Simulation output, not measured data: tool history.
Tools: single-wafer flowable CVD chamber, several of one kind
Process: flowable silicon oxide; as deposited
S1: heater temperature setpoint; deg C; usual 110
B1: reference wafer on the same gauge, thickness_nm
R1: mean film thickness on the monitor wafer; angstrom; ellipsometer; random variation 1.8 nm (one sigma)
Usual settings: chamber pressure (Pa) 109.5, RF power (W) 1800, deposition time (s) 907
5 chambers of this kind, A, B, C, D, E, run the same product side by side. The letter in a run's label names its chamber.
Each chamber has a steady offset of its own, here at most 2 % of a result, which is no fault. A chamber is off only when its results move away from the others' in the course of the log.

{"hour": 1.2, "done": "chamber A: RF generator calibrated"}
{"run": "1E", "hour": 3.5, "S1": 110, "chamber pressure (Pa)": 109.5, "RF power (W)": 1800, "deposition time (s)": 907, "B1": 358.22, "R1": 3936}
{"run": "2D", "hour": 9.3, "S1": 110, "chamber pressure (Pa)": 109.5, "RF power (W)": 1800, "deposition time (s)": 907, "B1": 357.78, "R1": 4032.8}
{"run": "3A", "hour": 12.7, "S1": 110, "chamber pressure (Pa)": 109.5, "RF power (W)": 1800, "deposition time (s)": 907, "B1": 358.04, "R1": 3996.8}
{"run": "4B", "hour": 16.7, "S1": 110, "chamber pressure (Pa)": 109.5, "RF power (W)": 1800, "deposition time (s)": 907, "B1": 358.32, "R1": 3926.9}
{"run": "5C", "hour": 20.8, "S1": 110, "chamber pressure (Pa)": 109.5, "RF power (W)": 1800, "deposition time (s)": 907, "B1": 357.36, "R1": 4010.3}
{"run": "6E", "hour": 26.3, "S1": 110, "chamber pressure (Pa)": 109.5, "RF power (W)": 1800, "deposition time (s)": 907, "B1": 357.84, "R1": 3895.9}
{"run": "7C", "hour": 31.2, "S1": 110, "chamber pressure (Pa)": 109.5, "RF power (W)": 1960, "deposition time (s)": 907, "B1": 358.14, "R1": 4093.7}
{"run": "8A", "hour": 36.0, "S1": 110, "chamber pressure (Pa)": 109.5, "RF power (W)": 1960, "deposition time (s)": 907, "B1": 357.56, "R1": 4104.6}
{"run": "9B", "hour": 40.0, "S1": 110, "chamber pressure (Pa)": 109.5, "RF power (W)": 1960, "deposition time (s)": 907, "B1": 357.92, "R1": 4025.7}
{"run": "10D", "hour": 45.9, "S1": 110, "chamber pressure (Pa)": 109.5, "RF power (W)": 1960, "deposition time (s)": 907, "B1": 357.91, "R1": 4063.5}
{"run": "11B", "hour": 50.3, "S1": 110, "chamber pressure (Pa)": 109.5, "RF power (W)": 1960, "deposition time (s)": 907, "B1": 357.89, "R1": 4026.6}
{"hour": 52.2, "done": "chamber B: capacitance manometer re-zeroed and calibrated"}
{"run": "12C", "hour": 54.4, "S1": 110, "chamber pressure (Pa)": 109.5, "RF power (W)": 1955, "deposition time (s)": 907, "B1": 358, "R1": 4072.9}
{"run": "13D", "hour": 57.7, "S1": 110, "chamber pressure (Pa)": 109.5, "RF power (W)": 1955, "deposition time (s)": 907, "B1": 357.81, "R1": 4093.9}
{"run": "14E", "hour": 60.4, "S1": 110, "chamber pressure (Pa)": 109.5, "RF power (W)": 1955, "deposition time (s)": 907, "B1": 358.31, "R1": 3947.2}
{"run": "15A", "hour": 64.9, "S1": 110, "chamber pressure (Pa)": 109.5, "RF power (W)": 1955, "deposition time (s)": 907, "B1": 357.7, "R1": 4041.6}
{"run": "16D", "hour": 68.9, "S1": 110, "chamber pressure (Pa)": 109.5, "RF power (W)": 1955, "deposition time (s)": 907, "B1": 357.94, "R1": 4098.6}
{"run": "17E", "hour": 72.6, "S1": 110, "chamber pressure (Pa)": 109.5, "RF power (W)": 1800, "deposition time (s)": 907, "B1": 358.03, "R1": 3886.3}
{"run": "18B", "hour": 77.5, "S1": 110, "chamber pressure (Pa)": 109.5, "RF power (W)": 1800, "deposition time (s)": 907, "B1": 358.54, "R1": 3940.4}
{"run": "19C", "hour": 82.0, "S1": 110, "chamber pressure (Pa)": 109.5, "RF power (W)": 1800, "deposition time (s)": 907, "B1": 358.02, "R1": 3992.3}
{"run": "20A", "hour": 84.8, "S1": 110, "chamber pressure (Pa)": 109.5, "RF power (W)": 1800, "deposition time (s)": 907, "B1": 357.67, "R1": 3999.8}
{"run": "21B", "hour": 90.7, "S1": 110, "chamber pressure (Pa)": 109.5, "RF power (W)": 1800, "deposition time (s)": 907, "B1": 358.49, "R1": 3967.6}
{"run": "22D", "hour": 94.1, "S1": 110, "chamber pressure (Pa)": 109.5, "RF power (W)": 1800, "deposition time (s)": 907, "B1": 357.89, "R1": 4009}
{"run": "23C", "hour": 99.5, "S1": 104, "chamber pressure (Pa)": 109.5, "RF power (W)": 1800, "deposition time (s)": 907, "B1": 358.02, "R1": 4916.2}
{"run": "24E", "hour": 102.3, "S1": 104, "chamber pressure (Pa)": 109.5, "RF power (W)": 1800, "deposition time (s)": 907, "B1": 357.96, "R1": 4619}
{"run": "25A", "hour": 108.4, "S1": 104, "chamber pressure (Pa)": 109.5, "RF power (W)": 1800, "deposition time (s)": 907, "B1": 358.27, "R1": 4859.6}
{"run": "26E", "hour": 112.6, "S1": 104, "chamber pressure (Pa)": 109.5, "RF power (W)": 1800, "deposition time (s)": 907, "B1": 358.12, "R1": 4601.1}
{"run": "27C", "hour": 117.6, "S1": 104, "chamber pressure (Pa)": 109.5, "RF power (W)": 1800, "deposition time (s)": 907, "B1": 358.03, "R1": 4874}
{"run": "28A", "hour": 121.6, "S1": 110, "chamber pressure (Pa)": 109.5, "RF power (W)": 1800, "deposition time (s)": 907, "B1": 357.94, "R1": 3965.8}
{"run": "29D", "hour": 127.1, "S1": 110, "chamber pressure (Pa)": 109.5, "RF power (W)": 1800, "deposition time (s)": 907, "B1": 358.23, "R1": 3992.2}
{"run": "30B", "hour": 131.1, "S1": 110, "chamber pressure (Pa)": 109.5, "RF power (W)": 1800, "deposition time (s)": 907, "B1": 358.32, "R1": 3959.6}
{"run": "31C", "hour": 137.1, "S1": 110, "chamber pressure (Pa)": 109.5, "RF power (W)": 1800, "deposition time (s)": 907, "B1": 358.15, "R1": 3960.7}
{"run": "32D", "hour": 142.2, "S1": 110, "chamber pressure (Pa)": 109.5, "RF power (W)": 1800, "deposition time (s)": 907, "B1": 357.68, "R1": 3989.2}
{"run": "33B", "hour": 147.2, "S1": 96, "chamber pressure (Pa)": 109.5, "RF power (W)": 1800, "deposition time (s)": 907, "B1": 357.74, "R1": 6313.2}

Is one chamber off against the others, does the gauge drift, or is nothing wrong? If a chamber is off, say which, and what the likeliest cause is.

Chamber E drifts away from the others.
Cause: true pressure below the setpoint (%) = 3.94.
The log may not tell that from: wafer temperature above the value expected at the setpoint (K).

Here are 4 candidates for chamber E's next run, each the usual settings with a change, their results left as question marks. Which one brings its results back in line with what the others give on the usual settings?
In line means no further than this from the other chambers' mean on the usual settings: R1 62 angstrom
{"run": "34E-1", "hour": 151.6, "S1": 108, "chamber pressure (Pa)": 109.5, "RF power (W)": 1805, "deposition time (s)": 917, "R1": "?"}
{"run": "34E-2", "hour": 151.6, "S1": 109, "chamber pressure (Pa)": 109.5, "RF power (W)": 1800, "deposition time (s)": 907, "R1": "?"}
{"run": "34E-3", "hour": 151.6, "S1": 110, "chamber pressure (Pa)": 109.5, "RF power (W)": 1790, "deposition time (s)": 883, "R1": "?"}
{"run": "34E-4", "hour": 151.6, "S1": 112, "chamber pressure (Pa)": 109.5, "RF power (W)": 1795, "deposition time (s)": 897, "R1": "?"}

The other chambers' mean on the usual settings: R1 3980.9 angstrom
run=34E-1 R1=4004.4
run=34E-2 R1=3831.7
run=34E-3 R1=3607
run=34E-4 R1=3445.6
34E-1 brings the chamber back in line.

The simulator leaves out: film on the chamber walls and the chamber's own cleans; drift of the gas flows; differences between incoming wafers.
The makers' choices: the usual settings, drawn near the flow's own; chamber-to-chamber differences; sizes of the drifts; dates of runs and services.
